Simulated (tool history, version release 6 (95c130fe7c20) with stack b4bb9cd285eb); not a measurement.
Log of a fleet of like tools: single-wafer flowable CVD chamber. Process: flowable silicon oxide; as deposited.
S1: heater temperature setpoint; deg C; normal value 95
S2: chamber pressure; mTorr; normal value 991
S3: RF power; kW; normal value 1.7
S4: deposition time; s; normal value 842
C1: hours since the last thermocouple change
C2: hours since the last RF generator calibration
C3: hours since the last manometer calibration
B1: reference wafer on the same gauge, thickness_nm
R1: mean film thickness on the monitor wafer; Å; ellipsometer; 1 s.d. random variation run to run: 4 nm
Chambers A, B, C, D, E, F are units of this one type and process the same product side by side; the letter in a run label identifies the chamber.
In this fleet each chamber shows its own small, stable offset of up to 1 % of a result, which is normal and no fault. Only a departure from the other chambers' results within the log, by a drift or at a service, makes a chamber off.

run    day  S1    S2     S3   S4      C1      C2      C3      B1      R1
 1B  0.225  95   991    1.7  842   623.8  1339.9  2372.1  744.08  7556.4
 2A  0.379  95   991    1.7  842   172.9  1614.1   497.5  745.81  7555.5
 3D  0.625  95   991    1.7  842  1964.7   153.7    55.1  745.13  7489.6
 4C  0.775  95   991    1.7  842    58.2   978.4  1213.4  744.46  7396.7
 5E  1.017  95   846   1.55  842    1518   391.2     835  745.25  5961.1
 6F  1.342  95   846   1.55  842  1484.4   892.6  2459.2  744.25    6110
 7C  1.675  95   846   1.55  842    79.8    1000    1235  744.64  5987.8
 8F  2.008  95   846   1.55  842  1500.4   908.6  2475.2     745  6140.3
 9D  2.192  95   846   1.55  842  2002.3   191.3    92.7  745.06  5994.4
10B  2.533  95   846   1.55  842   679.2  1395.3  2427.5  743.88  6085.9
11A  2.712  95   991    1.7  842   228.9  1670.1   553.5  744.46  7523.1
12E  3.017  95   991    1.7  842    1566   439.2     883  744.06  7511.2
13F  3.208  95   991    1.7  842  1529.2   937.4    2504  745.35  7588.8
14D  3.442  87   991    1.7  842  2032.3   221.3   122.7  745.85    9807
15A  3.712  87   991    1.7  842   252.9  1694.1   577.5  744.29  9792.9
16E  3.867  87   991    1.7  842  1586.4   459.6   903.4   745.9  9562.5
17C  4.212  87   991    1.7  842   140.7  1060.9  1295.9  744.53  9672.9
       4.4  -- chamber F: thermocouple changed; heater temperature recalibrated
18B  4.417  87   991    1.7  842   724.4  1440.5  2472.7  745.56  9808.6
19B  4.721  87   991    1.7  842   731.7  1447.8    2480  745.14  9671.6
20F  4.975  95   991    1.7  842    13.8   979.8  2546.4  745.26  7604.4
21D  5.279  95   991    1.7  842  2076.4   265.4   166.8  743.57  7498.9
22C  5.454  95   991    1.7  842   170.5  1090.7  1325.7  745.34  7472.9
23E  5.621  95   991    1.7  842  1628.5   501.7   945.5  744.49  7244.5
24A  5.904  95   991    1.7  842   305.5  1746.7   630.1  746.03    7616
25F  6.104  95   991    1.7  842    40.9  1006.9  2573.5  744.61  7608.1
26B  6.338  95   991    1.7  842   770.5  1486.6  2518.8  744.58  7517.7
27A    6.5  95   991  1.535  842   319.8    1761   644.4  745.08  7373.2
28E  6.833  95   991  1.535  842  1657.6   530.8   974.6  744.25  7080.2
29D  7.058  95   991  1.535  842  2119.1   308.1   209.5  745.96  7298.5
30C  7.346  95   991  1.535  842   215.9  1136.1  1371.1   744.6  7294.9
31E  7.579  95   991  1.535  842  1675.5   548.7   992.5  745.18  7065.8
32A  7.754  95   991  1.535  842   349.9  1791.1   674.5  744.48  7326.1
33B  8.079  95   991    1.7  842   812.3  1528.4  2560.6  745.25  7600.6
34D   8.25  95   991    1.7  842  2147.7   336.7   238.1  744.41  7494.5
35F  8.508  95   991    1.7  842    98.6  1064.6  2631.2  744.86  7557.6
36C  8.804  95  1225    1.7  842   250.9  1171.1  1406.1  745.33  9546.2

Next, every chamber runs the same settings. What will each give?
37A  9.05  95  991  1.7  842                   ?
37B  9.05  95  991  1.7  842                   ?
37C  9.05  95  991  1.7  842                   ?
37D  9.05  95  991  1.7  842                   ?
37E  9.05  95  991  1.7  842                   ?
37F  9.05  95  991  1.7  842                   ?

run      R1
37A  7566.5
37B  7598.4
37C  7456.6
37D    7466
37E    7192
37F  7568.5
